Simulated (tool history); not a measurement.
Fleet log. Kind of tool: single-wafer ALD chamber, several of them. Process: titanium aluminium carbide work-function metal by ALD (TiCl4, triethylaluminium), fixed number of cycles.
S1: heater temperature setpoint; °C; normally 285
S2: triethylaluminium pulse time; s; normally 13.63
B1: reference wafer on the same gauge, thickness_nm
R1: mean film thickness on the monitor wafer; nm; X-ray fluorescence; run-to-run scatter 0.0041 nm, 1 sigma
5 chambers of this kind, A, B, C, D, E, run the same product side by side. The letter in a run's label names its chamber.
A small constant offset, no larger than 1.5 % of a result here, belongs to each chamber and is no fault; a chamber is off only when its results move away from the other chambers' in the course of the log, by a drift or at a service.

run 1A hour=8.0 | S1=285 S2=13.63 | B1=1.9808 | R1=1.8928
run 2D hour=16.6 | S1=285 S2=13.63 | B1=1.9797 | R1=1.9031
run 3B hour=25.8 | S1=285 S2=13.63 | B1=1.9801 | R1=1.9121
-- hour=28.7 chamber B: triethylaluminium bottle replaced
run 4C hour=33.5 | S1=285 S2=13.63 | B1=1.9796 | R1=1.8940
run 5E hour=39.3 | S1=285 S2=13.63 | B1=1.9808 | R1=1.9413
run 6D hour=47.0 | S1=285 S2=13.63 | B1=1.9808 | R1=1.9120
run 7A hour=52.6 | S1=285 S2=13.63 | B1=1.9794 | R1=1.8986
run 8E hour=60.3 | S1=285 S2=13.63 | B1=1.9801 | R1=1.9388
run 9C hour=73.1 | S1=285 S2=13.63 | B1=1.9793 | R1=1.8939
run 10B hour=82.8 | S1=285 S2=13.63 | B1=1.9806 | R1=1.9098
run 11C hour=93.2 | S1=285 S2=13.63 | B1=1.9801 | R1=1.8969
run 12A hour=99.8 | S1=275 S2=13.63 | B1=1.9805 | R1=1.8118
run 13E hour=109.9 | S1=275 S2=13.63 | B1=1.9796 | R1=1.8562
-- hour=119.3 chamber C: thermocouple changed; heater temperature recalibrated
run 14D hour=120.8 | S1=275 S2=13.63 | B1=1.9807 | R1=1.8199
run 15B hour=132.7 | S1=275 S2=13.63 | B1=1.9803 | R1=1.8229
run 16B hour=138.7 | S1=275 S2=13.63 | B1=1.9809 | R1=1.8291
run 17D hour=147.4 | S1=285 S2=13.63 | B1=1.9794 | R1=1.9055
run 18A hour=155.3 | S1=276 S2=10.06 | B1=1.9795 | R1=1.7800
run 19E hour=166.3 | S1=276 S2=10.06 | B1=1.9799 | R1=1.8192
-- hour=176.0 chamber A: triethylaluminium bottle replaced
run 20C hour=179.1 | S1=276 S2=10.06 | B1=1.9802 | R1=1.7486
run 21C hour=186.3 | S1=276 S2=10.06 | B1=1.9804 | R1=1.7429
run 22B hour=195.0 | S1=276 S2=10.06 | B1=1.9808 | R1=1.7938
run 23D hour=203.2 | S1=285 S2=13.63 | B1=1.9802 | R1=1.9051
run 24A hour=209.4 | S1=285 S2=13.63 | B1=1.9793 | R1=1.8996
run 25E hour=216.6 | S1=274 S2=11.88 | B1=1.9801 | R1=1.8293
run 26E hour=229.0 | S1=274 S2=11.88 | B1=1.9801 | R1=1.8361
run 27A hour=239.0 | S1=274 S2=11.88 | B1=1.9803 | R1=1.7807
run 28C hour=251.4 | S1=274 S2=11.88 | B1=1.9806 | R1=1.7516
run 29D hour=263.0 | S1=274 S2=11.88 | B1=1.9803 | R1=1.7980
run 30B hour=271.3 | S1=285 S2=13.63 | B1=1.9800 | R1=1.9136
run 31C hour=278.9 | S1=285 S2=13.63 | B1=1.9801 | R1=1.8632
run 32D hour=286.5 | S1=285 S2=9.90 | B1=1.9797 | R1=1.8633
run 33A hour=293.2 | S1=285 S2=9.90 | B1=1.9796 | R1=1.8533
run 34E hour=299.4 | S1=285 S2=9.90 | B1=1.9803 | R1=1.8957
run 35B hour=311.5 | S1=285 S2=9.90 | B1=1.9790 | R1=1.8691
run 36A hour=323.5 | S1=285 S2=9.90 | B1=1.9797 | R1=1.8481
run 37D hour=333.7 | S1=285 S2=13.63 | B1=1.9804 | R1=1.9096
-- hour=338.9 chamber B: thermocouple changed; heater temperature recalibrated
run 38B hour=342.8 | S1=285 S2=13.63 | B1=1.9804 | R1=1.9134

Is one chamber off against the others, does the gauge drift, or is nothing wrong? If a chamber is off, say which, and what the likeliest cause is.

A service on chamber C put it out of line with the rest.
Likeliest cause: wafer temperature below the value expected at the setpoint (K) = 3.47.

Chamber C could run next with any of the 4 candidate recipes listed below; each alters the usual settings, and their results appear as question marks. Which one brings its results back in line with what the other chambers deliver on the usual settings?
Allowed miss from the other chambers' usual-settings mean, per result, to count as in line: R1 0.0150 nm
run 39C-1 hour=352.0 | S1=296 S2=13.63 | R1=?
run 39C-2 hour=352.0 | S1=280 S2=13.10 | R1=?
run 39C-3 hour=352.0 | S1=274 S2=13.63 | R1=?
run 39C-4 hour=352.0 | S1=291 S2=13.63 | R1=?

Usual-settings mean across the other chambers: R1 1.9140 nm
run=39C-1 R1=1.9620
run=39C-2 R1=1.8179
run=39C-3 R1=1.7695
run=39C-4 R1=1.9178
With 39C-4, the chamber falls back in line with the rest.

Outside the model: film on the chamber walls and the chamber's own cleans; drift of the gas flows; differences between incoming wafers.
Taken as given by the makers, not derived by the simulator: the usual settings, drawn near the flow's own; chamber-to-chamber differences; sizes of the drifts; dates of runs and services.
